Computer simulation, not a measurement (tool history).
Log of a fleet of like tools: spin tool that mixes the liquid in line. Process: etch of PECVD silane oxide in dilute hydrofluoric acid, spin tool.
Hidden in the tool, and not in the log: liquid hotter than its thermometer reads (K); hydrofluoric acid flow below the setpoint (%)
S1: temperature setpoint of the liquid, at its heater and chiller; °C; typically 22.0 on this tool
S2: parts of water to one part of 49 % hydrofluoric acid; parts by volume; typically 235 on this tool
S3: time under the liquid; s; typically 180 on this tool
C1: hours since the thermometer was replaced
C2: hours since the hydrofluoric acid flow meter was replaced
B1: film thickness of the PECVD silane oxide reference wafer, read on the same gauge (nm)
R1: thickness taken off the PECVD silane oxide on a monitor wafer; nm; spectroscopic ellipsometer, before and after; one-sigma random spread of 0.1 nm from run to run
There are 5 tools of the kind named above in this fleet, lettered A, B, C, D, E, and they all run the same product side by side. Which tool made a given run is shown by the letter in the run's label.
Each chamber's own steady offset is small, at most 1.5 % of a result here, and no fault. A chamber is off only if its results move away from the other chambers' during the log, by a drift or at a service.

run     day    S1   S2   S3      C1      C2      B1       R1
 1B   0.450  22.0  235  180   176.8   919.5  50.017  11.7660
 2C   0.829  22.0  235  180  1684.1   937.2  50.006  11.3890
 3A   1.108  22.0  235  180  1725.9   840.2  50.006  11.8900
 4D   1.371  22.0  235  180  1144.1    92.0  50.002  11.5880
 5E   1.717  22.0  235  180   470.4  1196.4  49.989  11.6670
 6C   1.988  22.0  235  180  1711.9   965.0  50.003  11.4940
 7B   2.321  22.0  235  180   221.7   964.4  49.998  11.7430
      2.421  -- chamber C: hydrofluoric acid flow meter replaced
 8A   2.562  22.0  235  180  1760.8   875.1  50.002  11.7200
      2.746  -- chamber A: hydrofluoric acid flow meter replaced
 9E   2.946  20.0  290  180   499.9  1225.9  49.994   8.3263
10D   3.275  20.0  290  180  1189.8   137.7  49.989   8.2992
11E   3.488  20.0  290  180   512.9  1238.9  49.988   8.0922
12A   3.717  20.0  290  180  1788.5    23.4  50.005   8.3884
13C   4.012  20.0  290  180  1760.5    38.3  50.010   8.1685
14D   4.312  22.0  235  180  1214.7   162.6  49.987  11.6570
15B   4.546  22.0  235  180   275.1  1017.8  49.991  11.7200
16C   4.833  22.0  235  180  1780.2    58.0  49.982  11.5370
17D   5.300  25.0  235  180  1238.4   186.3  50.011  13.0360
18B   5.762  25.0  235  180   304.3  1047.0  49.996  13.0420
19E   6.062  25.0  235  180   574.7  1300.7  50.010  12.5470
20A   6.392  25.0  235  180  1852.7    87.6  49.994  13.2660
21E   6.867  25.0  235  180   594.0  1320.0  49.995  12.7290
22A   7.229  22.0  235  180  1872.8   107.7  49.999  11.7780
23C   7.658  22.0  235  180  1848.0   125.8  50.015  11.4490
24D   8.104  22.0  235  180  1305.7   253.6  50.001  11.5380
25B   8.579  22.0  235  180   371.9  1114.6  49.993  11.5960
26D   8.883  22.0  235  180  1324.4   272.3  50.009  11.6060
27C   9.288  24.5  235  215  1887.1   164.9  49.985  14.8810
28E   9.758  24.5  235  215   663.4  1389.4  50.014  14.2400
29A  10.025  24.5  235  215  1939.9   174.8  49.999  15.5270
30B  10.442  24.5  235  215   416.6  1159.3  50.000  15.3380
31C  10.683  24.5  235  215  1920.6   198.4  49.998  14.9950
32B  10.983  22.0  235  180   429.6  1172.3  49.988  11.6880
33D  11.208  22.0  235  180  1380.2   328.1  49.998  11.5430
34E  11.529  22.0  235  180   705.9  1431.9  50.018  10.5070
35A  11.871  22.0  235  180  1984.2   219.1  49.994  11.9370
36D  12.292  22.0  235  180  1406.2   354.1  49.987  11.7560
37E  12.562  22.0  235  180   730.7  1456.7  50.006  10.4620
38B  12.954  22.0  235  180   476.9  1219.6  50.020  11.7610
39A  13.317  23.5  330  180  2018.9   253.8  49.998   8.1248

Is one chamber out of step, is the gauge drifting, or do the chambers differ by no more than their own small offsets? For an off chamber, give its letter and the likeliest cause.

It is chamber E that slowly wanders off from its peers.
Most likely cause: hydrofluoric acid flow below the setpoint (%) = 8.98.
With only this log, it may be confused with: liquid colder than its thermometer reads (K).

Chamber E could run next with any of the 4 candidate recipes listed below; each alters the usual settings, and their results appear as question marks. Which one brings its results back in line with what the other chambers deliver on the usual settings?
To be in line, a result may differ from the other chambers' mean on the usual settings by at most: R1 0.3500 nm
40E-1  13.662  18.5  235  180               ?
40E-2  13.662  22.0  235  175               ?
40E-3  13.662  22.5  235  200               ?
40E-4  13.662  22.0  235  185               ?

Other chambers, usual settings, mean: R1 11.6870 nm
  run       R1
40E-1   9.0882
40E-2  10.0650
40E-3  11.7140
40E-4  10.6410
The answer is 40E-3, which returns the chamber to within the allowed miss of the others.
